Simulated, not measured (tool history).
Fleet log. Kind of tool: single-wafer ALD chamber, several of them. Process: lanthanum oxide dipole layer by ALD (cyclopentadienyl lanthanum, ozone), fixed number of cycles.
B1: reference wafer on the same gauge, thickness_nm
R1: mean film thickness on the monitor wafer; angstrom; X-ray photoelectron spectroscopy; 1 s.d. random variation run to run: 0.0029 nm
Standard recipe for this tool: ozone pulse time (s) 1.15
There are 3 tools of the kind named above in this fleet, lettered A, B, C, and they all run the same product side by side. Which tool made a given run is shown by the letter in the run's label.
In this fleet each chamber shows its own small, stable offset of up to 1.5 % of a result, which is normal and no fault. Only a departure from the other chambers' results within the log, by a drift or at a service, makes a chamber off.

{"run": "1B", "hour": 5.0, "ozone pulse time (s)": 1.15, "B1": 0.56002, "R1": 5.2173}
{"run": "2C", "hour": 16.1, "ozone pulse time (s)": 1.15, "B1": 0.55993, "R1": 5.1471}
{"run": "3A", "hour": 24.6, "ozone pulse time (s)": 1.15, "B1": 0.55976, "R1": 5.2927}
{"run": "4B", "hour": 30.3, "ozone pulse time (s)": 1.15, "B1": 0.55996, "R1": 5.2129}
{"run": "5C", "hour": 39.7, "ozone pulse time (s)": 1.15, "B1": 0.56018, "R1": 5.2201}
{"run": "6A", "hour": 48.5, "ozone pulse time (s)": 1.15, "B1": 0.55975, "R1": 5.2262}
{"run": "7C", "hour": 55.4, "ozone pulse time (s)": 1.37, "B1": 0.56036, "R1": 5.4066}
{"run": "8A", "hour": 66.9, "ozone pulse time (s)": 1.37, "B1": 0.55993, "R1": 5.4418}
{"hour": 69.2, "done": "chamber A: thermocouple changed; heater temperature recalibrated"}
{"run": "9B", "hour": 75.4, "ozone pulse time (s)": 1.37, "B1": 0.56102, "R1": 5.4411}
{"run": "10C", "hour": 87.0, "ozone pulse time (s)": 0.72, "B1": 0.56068, "R1": 4.3808}
{"run": "11A", "hour": 92.3, "ozone pulse time (s)": 0.72, "B1": 0.56055, "R1": 4.3437}
{"run": "12B", "hour": 100.9, "ozone pulse time (s)": 0.72, "B1": 0.55965, "R1": 4.4347}
{"run": "13B", "hour": 107.4, "ozone pulse time (s)": 1.15, "B1": 0.56, "R1": 5.202}
{"run": "14A", "hour": 114.4, "ozone pulse time (s)": 0.9, "B1": 0.55999, "R1": 4.7823}
{"run": "15C", "hour": 122.2, "ozone pulse time (s)": 0.9, "B1": 0.55944, "R1": 4.8357}
{"run": "16C", "hour": 132.5, "ozone pulse time (s)": 0.9, "B1": 0.55996, "R1": 4.8121}
{"run": "17A", "hour": 139.0, "ozone pulse time (s)": 1.15, "B1": 0.5596, "R1": 5.1113}
{"run": "18B", "hour": 149.6, "ozone pulse time (s)": 1.15, "B1": 0.55976, "R1": 5.2049}
{"run": "19B", "hour": 160.7, "ozone pulse time (s)": 1.15, "B1": 0.55969, "R1": 5.202}
{"run": "20A", "hour": 166.8, "ozone pulse time (s)": 1.15, "B1": 0.55941, "R1": 5.1255}
{"run": "21C", "hour": 174.2, "ozone pulse time (s)": 1.15, "B1": 0.56004, "R1": 5.1794}
{"run": "22C", "hour": 180.9, "ozone pulse time (s)": 1.15, "B1": 0.55941, "R1": 5.1932}
{"run": "23B", "hour": 186.0, "ozone pulse time (s)": 1.15, "B1": 0.56033, "R1": 5.2316}
{"run": "24A", "hour": 192.4, "ozone pulse time (s)": 1.15, "B1": 0.5605, "R1": 5.1212}
{"run": "25C", "hour": 201.2, "ozone pulse time (s)": 1.15, "B1": 0.56049, "R1": 5.2457}
{"run": "26B", "hour": 212.6, "ozone pulse time (s)": 1.15, "B1": 0.55995, "R1": 5.2165}
{"run": "27A", "hour": 220.4, "ozone pulse time (s)": 1.15, "B1": 0.55993, "R1": 5.0079}
{"hour": 221.7, "done": "chamber C: ozone generator serviced"}
{"run": "28A", "hour": 230.6, "ozone pulse time (s)": 1.15, "B1": 0.5598, "R1": 5.0405}
{"run": "29C", "hour": 240.3, "ozone pulse time (s)": 0.72, "B1": 0.55915, "R1": 4.3829}
{"run": "30B", "hour": 249.3, "ozone pulse time (s)": 0.72, "B1": 0.5597, "R1": 4.4586}
{"run": "31A", "hour": 255.9, "ozone pulse time (s)": 0.72, "B1": 0.56036, "R1": 4.0888}
{"run": "32B", "hour": 264.9, "ozone pulse time (s)": 1.15, "B1": 0.55967, "R1": 5.2028}
{"run": "33C", "hour": 273.1, "ozone pulse time (s)": 1.15, "B1": 0.55997, "R1": 5.1971}

The same settings go to every chamber for the next run, one line per chamber below. Forecast the results for each:
{"run": "34A", "hour": 281.4, "ozone pulse time (s)": 1.15, "R1": "?"}
{"run": "34B", "hour": 281.4, "ozone pulse time (s)": 1.15, "R1": "?"}
{"run": "34C", "hour": 281.4, "ozone pulse time (s)": 1.15, "R1": "?"}

run=34A R1=5.0113
run=34B R1=5.1764
run=34C R1=5.2004
